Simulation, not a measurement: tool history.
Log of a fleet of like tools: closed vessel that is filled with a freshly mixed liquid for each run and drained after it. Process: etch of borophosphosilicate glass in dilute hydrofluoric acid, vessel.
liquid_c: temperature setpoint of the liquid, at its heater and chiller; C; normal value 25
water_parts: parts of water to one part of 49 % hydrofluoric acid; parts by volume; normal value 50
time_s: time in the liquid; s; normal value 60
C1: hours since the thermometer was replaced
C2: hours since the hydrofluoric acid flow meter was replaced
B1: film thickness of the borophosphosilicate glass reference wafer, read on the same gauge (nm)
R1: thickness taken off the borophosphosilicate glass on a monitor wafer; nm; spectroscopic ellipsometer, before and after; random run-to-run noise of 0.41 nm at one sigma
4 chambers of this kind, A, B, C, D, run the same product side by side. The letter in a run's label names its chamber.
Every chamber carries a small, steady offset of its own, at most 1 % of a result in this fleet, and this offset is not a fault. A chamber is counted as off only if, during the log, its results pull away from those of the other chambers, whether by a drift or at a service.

{"run": "1B", "day": 0.533, "liquid_c": 25, "water_parts": 50, "time_s": 60, "C1": 359.8, "C2": 786.3, "B1": 70.002, "R1": 61.775}
{"run": "2D", "day": 0.962, "liquid_c": 25, "water_parts": 50, "time_s": 60, "C1": 193.6, "C2": 285.5, "B1": 70.015, "R1": 61.646}
{"run": "3A", "day": 1.354, "liquid_c": 25, "water_parts": 50, "time_s": 60, "C1": 1514, "C2": 173.7, "B1": 69.969, "R1": 62.1}
{"run": "4C", "day": 1.933, "liquid_c": 25, "water_parts": 50, "time_s": 60, "C1": 709.2, "C2": 253.9, "B1": 69.977, "R1": 61.938}
{"run": "5B", "day": 2.321, "liquid_c": 25, "water_parts": 50, "time_s": 60, "C1": 402.7, "C2": 829.2, "B1": 69.985, "R1": 62.21}
{"run": "6C", "day": 2.692, "liquid_c": 25, "water_parts": 50, "time_s": 60, "C1": 727.4, "C2": 272.1, "B1": 70.028, "R1": 61.247}
{"run": "7D", "day": 3.138, "liquid_c": 25, "water_parts": 50, "time_s": 60, "C1": 245.8, "C2": 337.7, "B1": 69.998, "R1": 61.282}
{"run": "8A", "day": 3.396, "liquid_c": 25, "water_parts": 50, "time_s": 60, "C1": 1563, "C2": 222.7, "B1": 69.952, "R1": 61.487}
{"run": "9C", "day": 3.983, "liquid_c": 25, "water_parts": 50, "time_s": 60, "C1": 758.4, "C2": 303.1, "B1": 69.987, "R1": 63.207}
{"run": "10D", "day": 4.546, "liquid_c": 23.5, "water_parts": 70, "time_s": 60, "C1": 279.6, "C2": 371.5, "B1": 69.995, "R1": 40.235}
{"run": "11B", "day": 4.846, "liquid_c": 23.5, "water_parts": 70, "time_s": 60, "C1": 463.3, "C2": 889.8, "B1": 70.016, "R1": 40.075}
{"run": "12A", "day": 5.129, "liquid_c": 23.5, "water_parts": 70, "time_s": 60, "C1": 1604.6, "C2": 264.3, "B1": 69.986, "R1": 40.934}
{"run": "13C", "day": 5.408, "liquid_c": 23.5, "water_parts": 70, "time_s": 60, "C1": 792.6, "C2": 337.3, "B1": 70.019, "R1": 41.507}
{"run": "14B", "day": 5.858, "liquid_c": 25, "water_parts": 50, "time_s": 60, "C1": 487.6, "C2": 914.1, "B1": 69.963, "R1": 60.875}
{"run": "15A", "day": 6.221, "liquid_c": 25, "water_parts": 50, "time_s": 60, "C1": 1630.8, "C2": 290.5, "B1": 69.985, "R1": 61.387}
{"run": "16D", "day": 6.483, "liquid_c": 25, "water_parts": 50, "time_s": 60, "C1": 326.1, "C2": 418, "B1": 70.006, "R1": 61.173}
{"run": "17D", "day": 6.95, "liquid_c": 25, "water_parts": 50, "time_s": 60, "C1": 337.3, "C2": 429.2, "B1": 69.959, "R1": 61.555}
{"run": "18A", "day": 7.408, "liquid_c": 20.5, "water_parts": 70, "time_s": 60, "C1": 1659.3, "C2": 319, "B1": 69.979, "R1": 35.655}
{"day": 7.467, "done": "chamber B: thermometer replaced"}
{"run": "19C", "day": 7.875, "liquid_c": 20.5, "water_parts": 70, "time_s": 60, "C1": 851.8, "C2": 396.5, "B1": 69.943, "R1": 37.287}
{"run": "20B", "day": 8.175, "liquid_c": 20.5, "water_parts": 70, "time_s": 60, "C1": 17, "C2": 969.7, "B1": 70.049, "R1": 35.648}
{"run": "21D", "day": 8.6, "liquid_c": 20.5, "water_parts": 70, "time_s": 60, "C1": 376.9, "C2": 468.8, "B1": 70.033, "R1": 35.156}
{"run": "22C", "day": 9.0, "liquid_c": 20.5, "water_parts": 50, "time_s": 60, "C1": 878.8, "C2": 423.5, "B1": 70.022, "R1": 54.202}
{"run": "23A", "day": 9.333, "liquid_c": 20.5, "water_parts": 50, "time_s": 60, "C1": 1705.5, "C2": 365.2, "B1": 70.002, "R1": 51.59}
{"run": "24B", "day": 9.704, "liquid_c": 20.5, "water_parts": 50, "time_s": 60, "C1": 53.7, "C2": 1006.4, "B1": 70.025, "R1": 51.207}
{"run": "25B", "day": 10.079, "liquid_c": 20.5, "water_parts": 50, "time_s": 60, "C1": 62.7, "C2": 1015.4, "B1": 69.994, "R1": 51.344}
{"run": "26A", "day": 10.621, "liquid_c": 25, "water_parts": 50, "time_s": 60, "C1": 1736.4, "C2": 396.1, "B1": 69.98, "R1": 61.166}
{"run": "27C", "day": 10.988, "liquid_c": 25, "water_parts": 50, "time_s": 60, "C1": 926.5, "C2": 471.2, "B1": 70.016, "R1": 65.678}

One chamber off, gauge drift, or nothing amiss beyond the chambers' own small offsets? If it is a chamber, which one, and what is the likeliest cause?

Little by little, chamber C moves away from the other chambers.
Most likely cause: hydrofluoric acid flow above the setpoint (%) = 8.6.
It could be hard to tell apart here from: liquid hotter than its thermometer reads (K).

Here are 4 candidates for chamber C's next run, each the usual settings with a change, their results left as question marks. Which one brings its results back in line with what the others give on the usual settings?
Maximum distance from the other chambers' mean on the usual settings for a result to count as in line: R1 1.4 nm
{"run": "28C-1", "day": 11.412, "liquid_c": 22, "water_parts": 50, "time_s": 60, "R1": "?"}
{"run": "28C-2", "day": 11.412, "liquid_c": 25, "water_parts": 50, "time_s": 65, "R1": "?"}
{"run": "28C-3", "day": 11.412, "liquid_c": 23, "water_parts": 50, "time_s": 60, "R1": "?"}
{"run": "28C-4", "day": 11.412, "liquid_c": 25.5, "water_parts": 45, "time_s": 60, "R1": "?"}

The other chambers' mean on the usual settings: R1 61.494 nm
run=28C-1 R1=58.756
run=28C-2 R1=71.967
run=28C-3 R1=61.238
run=28C-4 R1=75.916
With 28C-3, the chamber falls back in line with the rest.
